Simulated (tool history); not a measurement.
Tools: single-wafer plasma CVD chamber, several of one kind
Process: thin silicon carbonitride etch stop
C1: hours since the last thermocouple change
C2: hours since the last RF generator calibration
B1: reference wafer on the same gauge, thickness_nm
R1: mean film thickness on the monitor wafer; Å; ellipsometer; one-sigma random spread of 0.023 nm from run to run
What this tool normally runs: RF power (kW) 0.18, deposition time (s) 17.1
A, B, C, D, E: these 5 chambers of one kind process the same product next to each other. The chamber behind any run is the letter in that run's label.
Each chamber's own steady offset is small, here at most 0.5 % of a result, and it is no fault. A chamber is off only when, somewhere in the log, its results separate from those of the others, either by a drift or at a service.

run 1A hour=6.9 | RF_power_(kW)=0.18 deposition_time_(s)=17.1 | C1=2844.5 C2=1300.1 | B1=7.8488 | R1=93.971
run 2C hour=14 | RF_power_(kW)=0.18 deposition_time_(s)=17.1 | C1=1054.7 C2=94.2 | B1=7.8558 | R1=94.256
run 3B hour=28.4 | RF_power_(kW)=0.18 deposition_time_(s)=17.1 | C1=347.8 C2=551.6 | B1=7.8542 | R1=94.035
run 4E hour=34.8 | RF_power_(kW)=0.18 deposition_time_(s)=17.1 | C1=585.5 C2=636.9 | B1=7.8532 | R1=95.155
run 5D hour=41.5 | RF_power_(kW)=0.18 deposition_time_(s)=17.1 | C1=275.7 C2=161.8 | B1=7.8566 | R1=94.296
-- hour=50 chamber A: thermocouple changed; heater temperature recalibrated
run 6A hour=52.1 | RF_power_(kW)=0.18 deposition_time_(s)=17.1 | C1=2.2 C2=1345.3 | B1=7.8478 | R1=93.824
run 7D hour=59.9 | RF_power_(kW)=0.18 deposition_time_(s)=17.1 | C1=294.1 C2=180.2 | B1=7.8487 | R1=93.802
run 8B hour=70.3 | RF_power_(kW)=0.18 deposition_time_(s)=17.1 | C1=389.7 C2=593.5 | B1=7.8477 | R1=94.272
run 9E hour=80.6 | RF_power_(kW)=0.18 deposition_time_(s)=17.1 | C1=631.3 C2=682.7 | B1=7.8466 | R1=95.07
run 10C hour=89.5 | RF_power_(kW)=0.18 deposition_time_(s)=17.1 | C1=1130.2 C2=169.7 | B1=7.8492 | R1=94.615
run 11B hour=100.8 | RF_power_(kW)=0.18 deposition_time_(s)=17.1 | C1=420.2 C2=624 | B1=7.8487 | R1=93.855
run 12C hour=107.9 | RF_power_(kW)=0.18 deposition_time_(s)=17.1 | C1=1148.6 C2=188.1 | B1=7.851 | R1=94.185
run 13E hour=122.2 | RF_power_(kW)=0.155 deposition_time_(s)=13.8 | C1=672.9 C2=724.3 | B1=7.8475 | R1=73.13
run 14D hour=133.7 | RF_power_(kW)=0.155 deposition_time_(s)=13.8 | C1=367.9 C2=254 | B1=7.8519 | R1=72.806
run 15A hour=140.1 | RF_power_(kW)=0.155 deposition_time_(s)=13.8 | C1=90.2 C2=1433.3 | B1=7.8431 | R1=72.541
run 16D hour=151.9 | RF_power_(kW)=0.155 deposition_time_(s)=13.8 | C1=386.1 C2=272.2 | B1=7.8564 | R1=72.911
run 17B hour=159.2 | RF_power_(kW)=0.155 deposition_time_(s)=13.8 | C1=478.6 C2=682.4 | B1=7.8527 | R1=72.436
run 18E hour=173.2 | RF_power_(kW)=0.18 deposition_time_(s)=17.1 | C1=723.9 C2=775.3 | B1=7.8474 | R1=94.776
run 19A hour=181.8 | RF_power_(kW)=0.165 deposition_time_(s)=20.4 | C1=131.9 C2=1475 | B1=7.8502 | R1=109.59
run 20C hour=194.7 | RF_power_(kW)=0.165 deposition_time_(s)=20.4 | C1=1235.4 C2=274.9 | B1=7.8523 | R1=109.88
run 21E hour=204.5 | RF_power_(kW)=0.165 deposition_time_(s)=20.4 | C1=755.2 C2=806.6 | B1=7.8543 | R1=110.03
run 22C hour=214.7 | RF_power_(kW)=0.165 deposition_time_(s)=20.4 | C1=1255.4 C2=294.9 | B1=7.8505 | R1=109.22
run 23A hour=220.9 | RF_power_(kW)=0.165 deposition_time_(s)=20.4 | C1=171 C2=1514.1 | B1=7.8531 | R1=108.68
run 24B hour=235 | RF_power_(kW)=0.18 deposition_time_(s)=19.3 | C1=554.4 C2=758.2 | B1=7.8476 | R1=106.16
run 25D hour=244.8 | RF_power_(kW)=0.18 deposition_time_(s)=19.3 | C1=479 C2=365.1 | B1=7.851 | R1=106
run 26E hour=255.4 | RF_power_(kW)=0.18 deposition_time_(s)=19.3 | C1=806.1 C2=857.5 | B1=7.8477 | R1=106.99
run 27D hour=265.7 | RF_power_(kW)=0.18 deposition_time_(s)=19.3 | C1=499.9 C2=386 | B1=7.8504 | R1=106.33
run 28C hour=276.8 | RF_power_(kW)=0.18 deposition_time_(s)=19.3 | C1=1317.5 C2=357 | B1=7.848 | R1=106.62
run 29A hour=286.5 | RF_power_(kW)=0.18 deposition_time_(s)=17.1 | C1=236.6 C2=1579.7 | B1=7.8561 | R1=93.333
-- hour=293.1 chamber B: RF generator calibrated
run 30B hour=297.7 | RF_power_(kW)=0.18 deposition_time_(s)=17.1 | C1=617.1 C2=4.7 | B1=7.8528 | R1=94.225
run 31B hour=305.2 | RF_power_(kW)=0.18 deposition_time_(s)=17.1 | C1=624.6 C2=12.2 | B1=7.847 | R1=94.172
run 32D hour=318.2 | RF_power_(kW)=0.18 deposition_time_(s)=17.1 | C1=552.4 C2=438.5 | B1=7.8535 | R1=94.441
run 33A hour=331.6 | RF_power_(kW)=0.155 deposition_time_(s)=14.6 | C1=281.7 C2=1624.8 | B1=7.8524 | R1=75.641
run 34E hour=345.5 | RF_power_(kW)=0.155 deposition_time_(s)=14.6 | C1=896.2 C2=947.6 | B1=7.8474 | R1=77.203
run 35C hour=357.7 | RF_power_(kW)=0.155 deposition_time_(s)=14.6 | C1=1398.4 C2=437.9 | B1=7.8508 | R1=76.942
run 36A hour=368.7 | RF_power_(kW)=0.155 deposition_time_(s)=14.6 | C1=318.8 C2=1661.9 | B1=7.8496 | R1=75.339
run 37D hour=380.2 | RF_power_(kW)=0.155 deposition_time_(s)=14.6 | C1=614.4 C2=500.5 | B1=7.851 | R1=76.681
run 38B hour=387.9 | RF_power_(kW)=0.195 deposition_time_(s)=18.4 | C1=707.3 C2=94.9 | B1=7.8514 | R1=103.33
run 39E hour=398 | RF_power_(kW)=0.195 deposition_time_(s)=18.4 | C1=948.7 C2=1000.1 | B1=7.8483 | R1=104.73
run 40C hour=407.4 | RF_power_(kW)=0.195 deposition_time_(s)=18.4 | C1=1448.1 C2=487.6 | B1=7.8508 | R1=104.3
run 41B hour=415.7 | RF_power_(kW)=0.195 deposition_time_(s)=18.4 | C1=735.1 C2=122.7 | B1=7.849 | R1=103.52

Which is it: a chamber that has drifted or been left off by a service, a gauge drift common to all chambers, or only each chamber's usual small offset? If a chamber is off, name it and its likeliest cause.

Little by little, chamber A moves away from the other chambers.
Likeliest cause: delivered RF power below the setpoint (%) = 7.42.

Here are 4 candidates for chamber A's next run, each the usual settings with a change, their results left as question marks. Which one brings its results back in line with what the others give on the usual settings?
In line here means within this much of the mean the other chambers give on the usual settings: R1 0.81 Å
run 42A-1 hour=426 | RF_power_(kW)=0.18 deposition_time_(s)=16.4 | R1=?
run 42A-2 hour=426 | RF_power_(kW)=0.18 deposition_time_(s)=16.7 | R1=?
run 42A-3 hour=426 | RF_power_(kW)=0.18 deposition_time_(s)=17.5 | R1=?
run 42A-4 hour=426 | RF_power_(kW)=0.18 deposition_time_(s)=17.8 | R1=?

The other chambers' mean on the usual settings: R1 94.331 Å
run=42A-1 R1=88.178
run=42A-2 R1=89.791
run=42A-3 R1=94.092
run=42A-4 R1=95.705
The right change is 42A-3: it brings the chamber back within the allowed miss of the others.
